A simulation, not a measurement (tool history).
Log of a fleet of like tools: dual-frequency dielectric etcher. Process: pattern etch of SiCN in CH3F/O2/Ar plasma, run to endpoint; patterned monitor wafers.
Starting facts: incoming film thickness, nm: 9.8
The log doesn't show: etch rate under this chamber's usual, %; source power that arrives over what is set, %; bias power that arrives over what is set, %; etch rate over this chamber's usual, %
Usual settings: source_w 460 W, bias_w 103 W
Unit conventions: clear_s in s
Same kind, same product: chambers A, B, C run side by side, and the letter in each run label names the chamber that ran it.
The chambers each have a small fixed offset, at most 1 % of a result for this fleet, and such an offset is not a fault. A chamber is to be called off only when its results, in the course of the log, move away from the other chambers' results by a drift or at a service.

run,day,source_w,bias_w,hours since the last wet clean,hours since the last source power generator calibration,hours since the last bias power generator calibration,clear_s
1B,0.321,460,103,487.4,1364.1,1498.3,21.863
2C,0.642,460,103,388.9,2918.5,2451.7,21.605
3A,0.946,460,103,265.3,1417.6,1236.9,21.804
4C,1.271,460,103,404.0,2933.6,2466.8,21.550
5B,1.562,460,103,517.2,1393.9,1528.1,21.723
6A,2.050,530,83,291.8,1444.1,1263.4,22.385
# day 2.192: chamber B: wet clean of the chamber
7C,2.562,530,83,435.0,2964.6,2497.8,22.145
8B,2.858,530,83,16.1,1425.0,1559.2,22.410
# day 3.162: chamber C: wet clean of the chamber
9A,3.292,460,103,321.6,1473.9,1293.2,21.766
10C,3.517,460,103,8.5,2987.5,2520.7,21.648
11B,3.779,460,103,38.2,1447.1,1581.3,21.882
12A,4.246,460,103,344.5,1496.8,1316.1,21.837
13A,4.475,460,103,350.0,1502.3,1321.6,21.901
14B,4.721,560,92,60.8,1469.7,1603.9,21.196
15C,5.125,560,92,47.1,3026.1,2559.3,21.017
16A,5.358,560,92,371.2,1523.5,1342.8,21.356
17B,5.596,460,103,81.8,1490.7,1624.9,21.678
18C,5.879,460,103,65.2,3044.2,2577.4,21.531
19B,6.108,460,103,94.1,1503.0,1637.2,21.741
20A,6.588,460,103,400.7,1553.0,1372.3,22.070
21C,6.867,550,103,88.9,3067.9,2601.1,19.984
22C,7.221,550,103,97.4,3076.4,2609.6,20.186
23A,7.696,550,103,427.3,1579.6,1398.9,20.977
24B,8.100,460,103,141.9,1550.8,1685.0,21.736
25C,8.429,460,103,126.4,3105.4,2638.6,21.681
26A,8.908,460,103,456.4,1608.7,1428.0,22.581
27B,9.221,460,103,168.8,1577.7,1711.9,21.776
28B,9.717,510,93,180.7,1589.6,1723.8,21.789
29A,10.129,510,93,485.7,1638.0,1457.3,22.510

All 3 chambers run these settings next. Forecast each chamber's results:
30A,10.500,510,103,,,,?
30B,10.500,510,103,,,,?
30C,10.500,510,103,,,,?

run,clear_s
30A,21.785
30B,20.956
30C,20.697
